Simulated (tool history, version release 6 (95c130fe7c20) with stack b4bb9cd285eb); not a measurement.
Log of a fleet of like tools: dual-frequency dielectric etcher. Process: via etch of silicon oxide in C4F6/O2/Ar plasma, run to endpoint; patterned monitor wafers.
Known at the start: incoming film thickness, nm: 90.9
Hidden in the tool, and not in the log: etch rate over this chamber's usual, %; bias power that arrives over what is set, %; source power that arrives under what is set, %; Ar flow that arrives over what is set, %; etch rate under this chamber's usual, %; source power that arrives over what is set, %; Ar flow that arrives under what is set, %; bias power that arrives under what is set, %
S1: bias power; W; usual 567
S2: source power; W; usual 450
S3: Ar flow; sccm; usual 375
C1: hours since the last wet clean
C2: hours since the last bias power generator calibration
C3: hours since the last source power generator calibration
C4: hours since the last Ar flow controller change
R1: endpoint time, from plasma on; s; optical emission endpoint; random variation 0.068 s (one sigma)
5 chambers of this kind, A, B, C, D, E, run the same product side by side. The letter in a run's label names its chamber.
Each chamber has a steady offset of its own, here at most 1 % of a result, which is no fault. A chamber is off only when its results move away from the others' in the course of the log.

Run 1D, day 0.429: usual settings; C1 370.2; C2 3078.8; C3 216.2; C4 1366.8. Result: R1 18.521 s.
Run 2B, day 0.775: usual settings; C1 171.9; C2 732.0; C3 1584.3; C4 1303.6. Result: R1 18.956 s.
Run 3C, day 1.333: usual settings; C1 189.2; C2 1651.2; C3 1773.7; C4 1004.4. Result: R1 18.673 s.
Run 4E, day 1.642: usual settings; C1 269.8; C2 503.7; C3 2902.4; C4 4020.8. Result: R1 18.587 s.
Run 5A, day 2.046: usual settings; C1 308.7; C2 957.0; C3 1213.3; C4 1758.9. Result: R1 18.506 s.
Run 6D, day 2.425: usual settings; C1 418.1; C2 3126.7; C3 264.1; C4 1414.7. Result: R1 18.587 s.
At day 2.725: chamber E: Ar flow controller replaced.
At day 2.750: chamber A: Ar flow controller replaced.
Run 7E, day 3.042: usual settings; C1 303.4; C2 537.3; C3 2936.0; C4 7.7. Result: R1 18.761 s.
Run 8A, day 3.562: usual settings; C1 345.1; C2 993.4; C3 1249.7; C4 19.5. Result: R1 18.562 s.
Run 9B, day 4.075: usual settings; C1 251.1; C2 811.2; C3 1663.5; C4 1382.8. Result: R1 18.793 s.
Run 10C, day 4.571: usual settings; C1 266.9; C2 1728.9; C3 1851.4; C4 1082.1. Result: R1 18.664 s.
Run 11C, day 5.138: usual settings; C1 280.5; C2 1742.5; C3 1865.0; C4 1095.7. Result: R1 18.735 s.
Run 12A, day 5.654: usual settings; C1 395.3; C2 1043.6; C3 1299.9; C4 69.7. Result: R1 18.559 s.
Run 13B, day 6.158: usual settings; C1 301.1; C2 861.2; C3 1713.5; C4 1432.8. Result: R1 18.793 s.
Run 14D, day 6.767: usual settings; C1 522.3; C2 3230.9; C3 368.3; C4 1518.9. Result: R1 18.680 s.
At day 7.062: chamber D: wet clean of the chamber.
Run 15E, day 7.121: usual settings; C1 401.3; C2 635.2; C3 3033.9; C4 105.6. Result: R1 18.892 s.
Run 16B, day 7.467: usual settings; C1 332.5; C2 892.6; C3 1744.9; C4 1464.2. Result: R1 18.883 s.
Run 17C, day 7.796: usual settings; C1 344.3; C2 1806.3; C3 1928.8; C4 1159.5. Result: R1 18.697 s.
Run 18A, day 8.283: usual settings; C1 458.4; C2 1106.7; C3 1363.0; C4 132.8. Result: R1 18.577 s.
Run 19E, day 8.904: usual settings; C1 444.1; C2 678.0; C3 3076.7; C4 148.4. Result: R1 18.659 s.
Run 20D, day 9.196: usual settings; C1 51.2; C2 3289.2; C3 426.6; C4 1577.2. Result: R1 18.610 s.
Run 21B, day 9.542: usual settings; C1 382.3; C2 942.4; C3 1794.7; C4 1514.0. Result: R1 19.005 s.
Run 22A, day 9.888: usual settings but S2 500 W, S3 408 sccm; C1 496.9; C2 1145.2; C3 1401.5; C4 171.3. Result: R1 17.950 s.
Run 23D, day 10.488: usual settings but S2 500 W, S3 408 sccm; C1 82.2; C2 3320.2; C3 457.6; C4 1608.2. Result: R1 18.052 s.
At day 10.875: chamber C: wet clean of the chamber.
Run 24E, day 11.092: usual settings but S2 500 W, S3 408 sccm; C1 496.6; C2 730.5; C3 3129.2; C4 200.9. Result: R1 18.138 s.
Run 25C, day 11.658: usual settings but S2 500 W, S3 408 sccm; C1 18.9; C2 1899.0; C3 2021.5; C4 1252.2. Result: R1 18.275 s.
Run 26E, day 12.050: usual settings but S2 500 W, S3 408 sccm; C1 519.6; C2 753.5; C3 3152.2; C4 223.9. Result: R1 18.269 s.
Run 27C, day 12.658: usual settings; C1 42.9; C2 1923.0; C3 2045.5; C4 1276.2. Result: R1 18.706 s.
Run 28B, day 13.162: usual settings; C1 469.2; C2 1029.3; C3 1881.6; C4 1600.9. Result: R1 19.419 s.
Run 29A, day 13.508: usual settings; C1 583.8; C2 1232.1; C3 1488.4; C4 258.2. Result: R1 18.640 s.
Run 30D, day 13.858: usual settings but S1 663 W, S2 420 W; C1 163.1; C2 3401.1; C3 538.5; C4 1689.1. Result: R1 17.907 s.
At day 14.258: chamber A: wet clean of the chamber.
Run 31A, day 14.379: usual settings but S1 663 W, S2 420 W; C1 2.9; C2 1253.0; C3 1509.3; C4 279.1. Result: R1 17.880 s.
Run 32E, day 14.704: usual settings but S1 663 W, S2 420 W; C1 583.3; C2 817.2; C3 3215.9; C4 287.6. Result: R1 18.082 s.
Run 33C, day 15.321: usual settings but S1 663 W, S2 420 W; C1 106.8; C2 1986.9; C3 2109.4; C4 1340.1. Result: R1 18.205 s.
Run 34D, day 15.888: usual settings but S1 663 W, S2 420 W; C1 211.8; C2 3449.8; C3 587.2; C4 1737.8. Result: R1 17.991 s.
Run 35B, day 16.454: usual settings; C1 548.2; C2 1108.3; C3 1960.6; C4 1679.9. Result: R1 19.775 s.
Run 36D, day 16.938: usual settings but S3 439 sccm; C1 237.0; C2 3475.0; C3 612.4; C4 1763.0. Result: R1 18.884 s.
Run 37A, day 17.425: usual settings but S3 439 sccm; C1 76.0; C2 1326.1; C3 1582.4; C4 352.2. Result: R1 18.995 s.
Run 38C, day 17.708: usual settings but S3 439 sccm; C1 164.1; C2 2044.2; C3 2166.7; C4 1397.4. Result: R1 19.108 s.
Run 39B, day 18.158: usual settings but S3 439 sccm; C1 589.1; C2 1149.2; C3 2001.5; C4 1720.8. Result: R1 20.065 s.
Run 40E, day 18.462: usual settings but S3 439 sccm; C1 673.5; C2 907.4; C3 3306.1; C4 377.8. Result: R1 19.029 s.

Is one chamber off against the others, does the gauge drift, or is nothing wrong? If a chamber is off, say which, and what the likeliest cause is.

Chamber B drifts away from the others.
Cause: etch rate under this chamber's usual, % = 5.01.

Here are 4 candidates for chamber B's next run, each the usual settings with a change, their results left as question marks. Which one brings its results back in line with what the others give on the usual settings?
In line means no further than this from the other chambers' mean on the usual settings: R1 0.240 s
Run 41B-1, day 18.929: usual settings but S1 585 W, S2 460 W, S3 372 sccm. Result: R1 ?.
Run 41B-2, day 18.929: usual settings but S2 530 W. Result: R1 ?.
Run 41B-3, day 18.929: usual settings but S1 549 W, S2 440 W, S3 378 sccm. Result: R1 ?.
Run 41B-4, day 18.929: usual settings but S1 520 W, S2 420 W, S3 384 sccm. Result: R1 ?.

The other chambers' mean on the usual settings: R1 18.681 s
  run      R1
41B-1  19.443
41B-2  18.695
41B-3  20.284
41B-4  21.101
41B-2 brings the chamber back in line.
